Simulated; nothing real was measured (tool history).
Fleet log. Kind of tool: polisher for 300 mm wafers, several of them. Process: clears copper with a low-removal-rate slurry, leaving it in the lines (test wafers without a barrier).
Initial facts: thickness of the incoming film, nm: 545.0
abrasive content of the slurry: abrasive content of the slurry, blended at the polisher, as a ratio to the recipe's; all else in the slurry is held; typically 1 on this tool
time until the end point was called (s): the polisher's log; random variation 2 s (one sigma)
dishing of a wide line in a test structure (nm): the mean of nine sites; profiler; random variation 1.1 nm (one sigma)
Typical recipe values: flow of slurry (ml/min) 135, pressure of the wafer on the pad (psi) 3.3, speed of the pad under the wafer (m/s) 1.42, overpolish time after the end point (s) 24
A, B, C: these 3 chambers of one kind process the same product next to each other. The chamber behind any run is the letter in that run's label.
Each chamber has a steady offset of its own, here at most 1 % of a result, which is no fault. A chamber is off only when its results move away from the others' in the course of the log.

| run | hour | flow of slurry (ml/min) | pressure of the wafer on the pad (psi) | speed of the pad under the wafer (m/s) | abrasive content of the slurry | overpolish time after the end point (s) | wafers polished on this pad | hours since the slurry nozzle was cleaned | hours since the head pressure was calibrated | hours since the slurry blender was calibrated | time until the end point was called (s) | dishing of a wide line in a test structure (nm) |
|---|---|---|---|---|---|---|---|---|---|---|---|---|
| 1C | 8.2 | 135 | 3.3 | 1.42 | 1 | 24 | 515 | 88.6 | 53.9 | 131.8 | 110.92 | 73.125 |
| 2B | 15 | 135 | 3.3 | 1.42 | 1 | 24 | 332 | 135.7 | 520.6 | 140 | 109.36 | 72.646 |
| 3A | 20.4 | 135 | 3.3 | 1.42 | 1 | 24 | 542 | 753.5 | 410.2 | 337.5 | 107.79 | 74.142 |
| 4B | 24.5 | 135 | 3.3 | 1.42 | 1 | 24 | 383 | 145.2 | 530.1 | 149.5 | 112.13 | 73.5 |
| 5A | 31.3 | 135 | 3.3 | 1.42 | 1 | 24 | 601 | 764.4 | 421.1 | 348.4 | 108.47 | 72.334 |
|  | 35.7 | chamber A: slurry nozzle cleaned |
| 6C | 39.5 | 135 | 3.3 | 1.42 | 1 | 24 | 685 | 119.9 | 85.2 | 163.1 | 112.27 | 73.767 |
|  | 45.5 | chamber A: slurry blender recalibrated |
| 7A | 46.1 | 135 | 3.3 | 1.42 | 1 | 24 | 681 | 10.5 | 435.9 | 0.6 | 107.78 | 73.857 |
|  | 50.5 | chamber A: worn pad replaced by a new one |
|  | 52.7 | chamber C: slurry blender recalibrated |
| 8C | 53.4 | 135 | 3.3 | 1.42 | 1 | 24 | 760 | 133.8 | 99.1 | 0.7 | 113.56 | 73.083 |
|  | 58.9 | chamber C: worn pad replaced by a new one |
| 9B | 60 | 135 | 3.3 | 1.42 | 1 | 24 | 576 | 180.7 | 565.6 | 185 | 111.18 | 72.335 |
| 10C | 65.8 | 135 | 3.3 | 1.42 | 1 | 24 | 37 | 146.2 | 111.5 | 13.1 | 113.2 | 71.906 |
| 11B | 69.8 | 135 | 3.3 | 1.42 | 1 | 24 | 629 | 190.5 | 575.4 | 194.8 | 111.41 | 72.477 |
| 12A | 76.7 | 135 | 4.2 | 1.42 | 1.25 | 24 | 142 | 41.1 | 466.5 | 31.2 | 82.864 | 92.601 |
| 13A | 83.1 | 135 | 4.2 | 1.42 | 1.25 | 24 | 176 | 47.5 | 472.9 | 37.6 | 83.094 | 93.55 |
| 14B | 91.6 | 135 | 4.2 | 1.42 | 1.25 | 24 | 747 | 212.3 | 597.2 | 216.6 | 79.375 | 91.003 |
| 15C | 97.3 | 135 | 3.3 | 1.42 | 1 | 24 | 208 | 177.7 | 143 | 44.6 | 112.36 | 73.094 |
| 16A | 101.2 | 135 | 3.3 | 1.42 | 1 | 24 | 274 | 65.6 | 491 | 55.7 | 108.68 | 72.293 |
| 17C | 105 | 135 | 3.3 | 1.42 | 1 | 24 | 250 | 185.4 | 150.7 | 52.3 | 107.18 | 70.054 |
| 18B | 110.6 | 135 | 3.3 | 1.42 | 0.7 | 29 | 850 | 231.3 | 616.2 | 235.6 | 119.87 | 81.406 |
| 19A | 116.7 | 135 | 3.3 | 1.42 | 0.7 | 29 | 358 | 81.1 | 506.5 | 71.2 | 116.71 | 77.686 |
| 20C | 125.2 | 135 | 3.3 | 1.42 | 0.7 | 29 | 359 | 205.6 | 170.9 | 72.5 | 116.54 | 77.598 |
|  | 131.5 | chamber B: worn pad replaced by a new one |
| 21B | 133.6 | 135 | 3.3 | 1.42 | 1 | 24 | 11 | 254.3 | 639.2 | 258.6 | 111.05 | 74.381 |
| 22A | 138.1 | 135 | 3.3 | 1.42 | 1 | 24 | 474 | 102.5 | 527.9 | 92.6 | 110.94 | 74.141 |
| 23B | 144.9 | 135 | 3.3 | 1.42 | 1 | 24 | 73 | 265.6 | 650.5 | 269.9 | 106.86 | 71.36 |
| 24C | 149.9 | 135 | 3.3 | 1.42 | 1 | 24 | 493 | 230.3 | 195.6 | 97.2 | 113.84 | 71.95 |
| 25B | 157.7 | 135 | 3.3 | 1.42 | 1 | 24 | 142 | 278.4 | 663.3 | 282.7 | 107.91 | 72.02 |
| 26A | 164.4 | 135 | 3.3 | 1.42 | 1 | 24 | 617 | 128.8 | 554.2 | 118.9 | 108.36 | 70.703 |
| 27C | 170.2 | 135 | 3.3 | 1.42 | 1 | 24 | 603 | 250.6 | 215.9 | 117.5 | 108.38 | 72.273 |
| 28B | 174.5 | 135 | 3.3 | 1.42 | 1 | 24 | 233 | 295.2 | 680.1 | 299.5 | 109.61 | 74.142 |
| 29C | 183.1 | 135 | 3.3 | 1.42 | 1 | 24 | 673 | 263.5 | 228.8 | 130.4 | 109.43 | 72.922 |

All 3 chambers run these settings next. Forecast each chamber's results:
| 30A | 189.3 | 135 | 3.3 | 1.42 | 1 | 24 |  |  |  |  | ? | ? |
| 30B | 189.3 | 135 | 3.3 | 1.42 | 1 | 24 |  |  |  |  | ? | ? |
| 30C | 189.3 | 135 | 3.3 | 1.42 | 1 | 24 |  |  |  |  | ? | ? |

| run | time until the end point was called (s) | dishing of a wide line in a test structure (nm) |
|---|---|---|
| 30A | 113.98 | 72.266 |
| 30B | 110.81 | 71.141 |
| 30C | 109.73 | 71.651 |
